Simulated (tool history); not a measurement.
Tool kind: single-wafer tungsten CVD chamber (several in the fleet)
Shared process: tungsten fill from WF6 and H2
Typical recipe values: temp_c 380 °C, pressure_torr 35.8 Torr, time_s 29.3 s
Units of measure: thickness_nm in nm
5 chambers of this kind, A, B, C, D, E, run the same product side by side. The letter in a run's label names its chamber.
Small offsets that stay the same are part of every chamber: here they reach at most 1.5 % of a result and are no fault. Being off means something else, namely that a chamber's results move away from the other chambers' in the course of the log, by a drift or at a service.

run   hour  temp_c  pressure_torr  time_s  hours since the last thermocouple change  hours since the last manometer calibration  read-back reference wafer on the same gauge, thickness_nm  thickness_nm
 1C   10.4     380           35.8    29.3                                     326.6                                      1439.5                                                     59.657         63.02
 2A   16.8     380           35.8    29.3                                    1263.5                                       802.1                                                     59.726        62.007
 3E   28.6     380           35.8    29.3                                     478.2                                        1488                                                     59.759        62.409
      34.1  -- chamber A: thermocouple changed; heater temperature recalibrated
 4B   36.2     380           35.8    29.3                                    2208.4                                       638.3                                                     59.667        63.371
 5D   45.8     380           35.8    29.3                                    1728.5                                      1568.9                                                     59.628        62.522
 6A   54.3     380           35.8    29.3                                      20.2                                       839.6                                                     59.737        62.084
 7C   60.5     380           35.8    29.3                                     376.7                                      1489.6                                                     59.769        62.813
 8D   67.8     380           35.8    29.3                                    1750.5                                      1590.9                                                      59.73        62.571
 9E     81     380           35.8    29.3                                     530.6                                      1540.4                                                      59.65         63.16
10B   88.6     380           35.8    29.3                                    2260.8                                       690.7                                                     59.683        63.063
11E   94.4     380           35.8    29.3                                       544                                      1553.8                                                      59.73         63.58
12B  107.4     380           35.8    29.3                                    2279.6                                       709.5                                                     59.729        63.255
     109.8  -- chamber B: thermocouple changed; heater temperature recalibrated
13D  117.2     380           35.8    29.3                                    1799.9                                      1640.3                                                     59.633        63.117
14C  128.9     380           35.8    29.3                                     445.1                                        1558                                                     59.775        63.136
15A  137.3     380           35.8    29.3                                     103.2                                       922.6                                                     59.678         61.73
16B  147.1     391           35.8    34.8                                      37.3                                       749.2                                                     59.656        92.567
17E  157.7     391           35.8    34.8                                     607.3                                      1617.1                                                     59.727        93.848
18A  168.9     391           35.8    34.8                                     134.8                                       954.2                                                     59.685        92.553
19D  175.6     391           35.8    34.8                                    1858.3                                      1698.7                                                     59.687        93.262
20C    185     391           35.8    34.8                                     501.2                                      1614.1                                                     59.736        93.395
21D  194.1     380           35.8    29.3                                    1876.8                                      1717.2                                                     59.628        62.669
22A  201.3     380           35.8    29.3                                     167.2                                       986.6                                                     59.736        62.307
23E  214.6     380           35.8    29.3                                     664.2                                        1674                                                     59.768        64.755
24B  225.9     380           35.8    29.3                                     116.1                                         828                                                      59.73        63.634
     227.9  -- chamber D: thermocouple changed; heater temperature recalibrated
25C  237.3     380           35.8    29.3                                     553.5                                      1666.4                                                     59.772        62.348
26E  245.8     380           35.8    29.3                                     695.4                                      1705.2                                                     59.756        65.302
27B  256.3     380           32.4    24.1                                     146.5                                       858.4                                                     59.713         50.03
28D  269.2     380           32.4    24.1                                      41.4                                      1792.3                                                     59.657        48.952
29C  281.2     380           32.4    24.1                                     597.4                                      1710.3                                                     59.737        49.573
30A    293     380           32.4    24.1                                     258.9                                      1078.3                                                     59.714        48.247
31B  300.8     380           32.4    24.1                                       191                                       902.9                                                     59.641        49.854
32D  308.6     380           35.8    29.3                                      80.8                                      1831.7                                                     59.762          62.4
33E  314.7     380           35.8    29.3                                     764.3                                      1774.1                                                       59.7        67.022
34A  323.8     380           35.8    29.3                                     289.7                                      1109.1                                                     59.755        62.462
35C    334     380           35.8    29.3                                     650.2                                      1763.1                                                     59.646        62.878
36C  344.2     380           35.8    29.3                                     660.4                                      1773.3                                                     59.692         63.15

Next, every chamber runs the same settings. What will each give?
37A  353.7     380           41.8    29.3                                                                                                                                                              ?
37B  353.7     380           41.8    29.3                                                                                                                                                              ?
37C  353.7     380           41.8    29.3                                                                                                                                                              ?
37D  353.7     380           41.8    29.3                                                                                                                                                              ?
37E  353.7     380           41.8    29.3                                                                                                                                                              ?

run  thickness_nm
37A        66.833
37B        68.017
37C        67.901
37D        67.944
37E        72.649
